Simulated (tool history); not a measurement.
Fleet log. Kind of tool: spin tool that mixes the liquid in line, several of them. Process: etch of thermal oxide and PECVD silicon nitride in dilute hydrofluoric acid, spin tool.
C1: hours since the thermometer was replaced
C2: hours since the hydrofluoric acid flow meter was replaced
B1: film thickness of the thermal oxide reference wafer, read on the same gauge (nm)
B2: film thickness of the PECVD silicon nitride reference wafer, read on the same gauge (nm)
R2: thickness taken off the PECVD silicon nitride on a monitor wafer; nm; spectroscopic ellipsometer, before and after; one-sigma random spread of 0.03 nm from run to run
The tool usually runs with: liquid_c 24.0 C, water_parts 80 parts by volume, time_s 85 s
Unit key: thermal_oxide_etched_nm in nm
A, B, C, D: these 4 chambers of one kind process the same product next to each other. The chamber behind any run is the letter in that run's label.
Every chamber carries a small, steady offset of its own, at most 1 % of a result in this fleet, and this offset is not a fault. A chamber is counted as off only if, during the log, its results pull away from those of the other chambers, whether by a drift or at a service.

{"run": "1D", "day": 0.25, "liquid_c": 24.0, "water_parts": 80, "time_s": 85, "C1": 2197.7, "C2": 754.1, "B1": 129.95, "B2": 120.01, "thermal_oxide_etched_nm": 5.7335, "R2": 2.6336}
{"run": "2C", "day": 0.75, "liquid_c": 24.0, "water_parts": 80, "time_s": 85, "C1": 585.8, "C2": 219.4, "B1": 130.0, "B2": 120.01, "thermal_oxide_etched_nm": 5.4432, "R2": 2.6689}
{"run": "3A", "day": 1.183, "liquid_c": 24.0, "water_parts": 80, "time_s": 85, "C1": 733.0, "C2": 164.9, "B1": 130.03, "B2": 119.99, "thermal_oxide_etched_nm": 5.489, "R2": 2.6527}
{"run": "4B", "day": 1.7, "liquid_c": 24.0, "water_parts": 80, "time_s": 85, "C1": 391.5, "C2": 175.6, "B1": 129.99, "B2": 119.99, "thermal_oxide_etched_nm": 5.5878, "R2": 2.6821}
{"run": "5B", "day": 2.029, "liquid_c": 24.0, "water_parts": 80, "time_s": 85, "C1": 399.4, "C2": 183.5, "B1": 129.98, "B2": 119.95, "thermal_oxide_etched_nm": 5.5742, "R2": 2.6636}
{"day": 2.388, "done": "chamber D: thermometer replaced"}
{"run": "6C", "day": 2.533, "liquid_c": 24.0, "water_parts": 80, "time_s": 85, "C1": 628.6, "C2": 262.2, "B1": 130.01, "B2": 120.0, "thermal_oxide_etched_nm": 5.6032, "R2": 2.6686}
{"run": "7A", "day": 2.971, "liquid_c": 24.0, "water_parts": 80, "time_s": 120, "C1": 775.9, "C2": 207.8, "B1": 129.98, "B2": 120.03, "thermal_oxide_etched_nm": 7.7924, "R2": 3.6559}
{"run": "8D", "day": 3.358, "liquid_c": 24.0, "water_parts": 80, "time_s": 120, "C1": 23.3, "C2": 828.7, "B1": 130.0, "B2": 119.98, "thermal_oxide_etched_nm": 7.8473, "R2": 3.6999}
{"run": "9C", "day": 3.85, "liquid_c": 24.0, "water_parts": 80, "time_s": 120, "C1": 660.2, "C2": 293.8, "B1": 129.98, "B2": 120.0, "thermal_oxide_etched_nm": 7.7623, "R2": 3.7518}
{"run": "10D", "day": 4.179, "liquid_c": 24.0, "water_parts": 80, "time_s": 120, "C1": 43.0, "C2": 848.4, "B1": 130.01, "B2": 120.0, "thermal_oxide_etched_nm": 7.8513, "R2": 3.6135}
{"run": "11A", "day": 4.6, "liquid_c": 24.0, "water_parts": 80, "time_s": 85, "C1": 815.0, "C2": 246.9, "B1": 130.01, "B2": 120.02, "thermal_oxide_etched_nm": 5.4754, "R2": 2.6652}
{"run": "12B", "day": 5.067, "liquid_c": 24.0, "water_parts": 80, "time_s": 85, "C1": 472.3, "C2": 256.4, "B1": 130.02, "B2": 119.99, "thermal_oxide_etched_nm": 5.4585, "R2": 2.6443}
{"run": "13B", "day": 5.433, "liquid_c": 24.0, "water_parts": 80, "time_s": 85, "C1": 481.1, "C2": 265.2, "B1": 130.0, "B2": 120.01, "thermal_oxide_etched_nm": 5.5849, "R2": 2.6723}
{"run": "14D", "day": 5.812, "liquid_c": 20.5, "water_parts": 80, "time_s": 45, "C1": 82.2, "C2": 887.6, "B1": 129.97, "B2": 120.0, "thermal_oxide_etched_nm": 2.5479, "R2": 1.1106}
{"day": 5.958, "done": "chamber D: hydrofluoric acid flow meter replaced"}
{"run": "15C", "day": 6.062, "liquid_c": 20.5, "water_parts": 80, "time_s": 45, "C1": 713.3, "C2": 346.9, "B1": 130.0, "B2": 119.96, "thermal_oxide_etched_nm": 2.5463, "R2": 1.0983}
{"run": "16A", "day": 6.496, "liquid_c": 20.5, "water_parts": 80, "time_s": 45, "C1": 860.5, "C2": 292.4, "B1": 129.95, "B2": 119.98, "thermal_oxide_etched_nm": 2.5376, "R2": 1.0808}
{"run": "17D", "day": 6.812, "liquid_c": 20.5, "water_parts": 80, "time_s": 45, "C1": 106.2, "C2": 20.5, "B1": 129.96, "B2": 120.03, "thermal_oxide_etched_nm": 2.5757, "R2": 1.0959}
{"run": "18A", "day": 7.204, "liquid_c": 24.0, "water_parts": 80, "time_s": 85, "C1": 877.5, "C2": 309.4, "B1": 129.99, "B2": 120.0, "thermal_oxide_etched_nm": 5.5639, "R2": 2.5816}
{"run": "19B", "day": 7.617, "liquid_c": 24.0, "water_parts": 95, "time_s": 85, "C1": 533.5, "C2": 317.6, "B1": 130.03, "B2": 120.02, "thermal_oxide_etched_nm": 4.5306, "R2": 2.2584}
{"run": "20C", "day": 7.842, "liquid_c": 24.0, "water_parts": 95, "time_s": 85, "C1": 756.0, "C2": 389.6, "B1": 130.0, "B2": 120.02, "thermal_oxide_etched_nm": 4.6382, "R2": 2.2144}
{"run": "21C", "day": 8.325, "liquid_c": 24.0, "water_parts": 95, "time_s": 85, "C1": 767.6, "C2": 401.2, "B1": 129.97, "B2": 119.99, "thermal_oxide_etched_nm": 4.6731, "R2": 2.2853}
{"run": "22D", "day": 8.579, "liquid_c": 24.0, "water_parts": 95, "time_s": 85, "C1": 148.6, "C2": 62.9, "B1": 130.07, "B2": 120.0, "thermal_oxide_etched_nm": 4.5745, "R2": 2.2304}
{"run": "23B", "day": 9.1, "liquid_c": 24.0, "water_parts": 80, "time_s": 85, "C1": 569.1, "C2": 353.2, "B1": 130.03, "B2": 120.02, "thermal_oxide_etched_nm": 5.5317, "R2": 2.6535}
{"run": "24A", "day": 9.588, "liquid_c": 24.0, "water_parts": 80, "time_s": 85, "C1": 934.7, "C2": 366.6, "B1": 130.0, "B2": 119.99, "thermal_oxide_etched_nm": 5.4589, "R2": 2.5901}

Read the log: is a single chamber off, either drifting away or since a service, is the gauge that measures every chamber drifting, or is nothing wrong beyond small per-chamber offsets? Name any odd chamber and what most likely caused it.

The fleet is healthy, with each chamber sitting at its usual small offset and no drift in the gauge.
